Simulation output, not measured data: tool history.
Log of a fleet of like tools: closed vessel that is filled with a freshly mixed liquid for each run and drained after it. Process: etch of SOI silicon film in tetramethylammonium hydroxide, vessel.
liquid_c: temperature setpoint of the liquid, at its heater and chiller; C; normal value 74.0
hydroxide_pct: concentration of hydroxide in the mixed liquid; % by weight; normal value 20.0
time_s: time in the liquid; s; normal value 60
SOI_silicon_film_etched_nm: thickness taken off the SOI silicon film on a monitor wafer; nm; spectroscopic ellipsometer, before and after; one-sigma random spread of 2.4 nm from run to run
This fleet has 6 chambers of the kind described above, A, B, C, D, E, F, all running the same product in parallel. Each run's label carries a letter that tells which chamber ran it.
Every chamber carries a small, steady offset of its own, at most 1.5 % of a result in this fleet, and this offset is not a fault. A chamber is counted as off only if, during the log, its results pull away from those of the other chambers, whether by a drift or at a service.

run	hour	liquid_c	hydroxide_pct	time_s	hours since the thermometer was replaced	hours since the hydroxide flow meter was replaced	read-back film thickness of the SOI silicon film reference wafer, read on the same gauge (nm)	SOI_silicon_film_etched_nm
1C	2.4	74.0	20.0	60	732.5	696.9	40.009	388.07
2E	6.2	74.0	20.0	60	2348.2	1180.4	39.991	380.62
3A	9.4	74.0	20.0	60	1011.6	1005.5	39.989	395.09
4B	12.8	74.0	20.0	60	1196.3	580.1	39.982	388.52
5F	15.8	74.0	20.0	60	727.8	567.8	39.947	388.97
6D	20.9	74.0	20.0	60	944.5	1068.3	40.026	392.50
7F	25.9	74.0	20.0	60	737.9	577.9	39.982	389.43
8D	30.4	74.0	20.0	60	954.0	1077.8	39.981	392.32
9E	32.6	74.0	23.0	60	2374.6	1206.8	39.996	349.19
10A	35.8	74.0	23.0	60	1038.0	1031.9	39.949	356.61
11C	40.9	74.0	23.0	60	771.0	735.4	40.022	351.44
12B	44.7	74.0	23.0	60	1228.2	612.0	39.994	358.30
13E	49.1	74.0	23.0	60	2391.1	1223.3	39.976	348.68
14F	52.6	74.0	23.0	60	764.6	604.6	40.045	354.57
15D	56.2	74.0	20.0	60	979.8	1103.6	39.980	393.32
16C	60.8	74.0	20.0	60	790.9	755.3	39.986	389.12
17A	64.7	74.0	20.0	60	1066.9	1060.8	40.028	397.84
18B	69.3	69.5	15.5	60	1252.8	636.6	39.978	334.55
19E	71.7	69.5	15.5	60	2413.7	1245.9	40.033	326.70
20D	76.5	69.5	15.5	60	1000.1	1123.9	39.980	335.54
21A	79.1	69.5	15.5	60	1081.3	1075.2	40.031	338.02
22F	83.3	69.5	15.5	60	795.3	635.3	40.011	334.06
23C	87.6	69.5	15.5	60	817.7	782.1	39.944	333.85
24B	90.6	74.0	20.0	60	1274.1	657.9	39.993	391.34
25F	95.6	74.0	20.0	60	807.6	647.6	39.995	392.76
26B	100.7	74.0	20.0	60	1284.2	668.0	40.035	392.96
27E	103.2	74.0	20.0	60	2445.2	1277.4	39.992	383.71
28C	108.2	74.0	20.0	60	838.3	802.7	40.056	388.54
29D	112.0	74.0	20.0	60	1035.6	1159.4	39.990	389.52
# hour 114.0: chamber E: thermometer replaced
30A	116.6	74.0	20.0	60	1118.8	1112.7	39.973	397.82
31A	119.9	74.0	20.0	60	1122.1	1116.0	40.018	397.95
32F	123.4	74.0	20.0	60	835.4	675.4	40.010	394.30
33E	128.2	74.0	20.0	60	14.2	1302.4	40.000	382.55
34C	131.0	74.0	20.0	60	861.1	825.5	40.034	389.96
35D	134.8	74.0	20.0	90	1058.4	1182.2	39.969	598.59
36B	139.1	74.0	20.0	90	1322.6	706.4	39.980	589.77
37D	141.7	74.0	20.0	90	1065.3	1189.1	40.001	594.83
38B	144.5	74.0	20.0	90	1328.0	711.8	40.025	591.05
39A	149.1	74.0	20.0	90	1151.3	1145.2	39.980	589.23
40E	154.2	74.0	20.0	90	40.2	1328.4	39.974	579.78
41C	157.3	74.0	20.0	60	887.4	851.8	39.958	389.26
42F	159.7	74.0	20.0	60	871.7	711.7	40.013	387.77
43B	162.8	74.0	20.0	60	1346.3	730.1	40.007	394.69

Next, all 6 chambers run the settings below, one line each with question marks for the results. What does each chamber give?
44A	166.5	74.0	20.0	60				?
44B	166.5	74.0	20.0	60				?
44C	166.5	74.0	20.0	60				?
44D	166.5	74.0	20.0	60				?
44E	166.5	74.0	20.0	60				?
44F	166.5	74.0	20.0	60				?

run	SOI_silicon_film_etched_nm
44A	397.26
44B	393.72
44C	392.43
44D	393.05
44E	386.94
44F	392.31

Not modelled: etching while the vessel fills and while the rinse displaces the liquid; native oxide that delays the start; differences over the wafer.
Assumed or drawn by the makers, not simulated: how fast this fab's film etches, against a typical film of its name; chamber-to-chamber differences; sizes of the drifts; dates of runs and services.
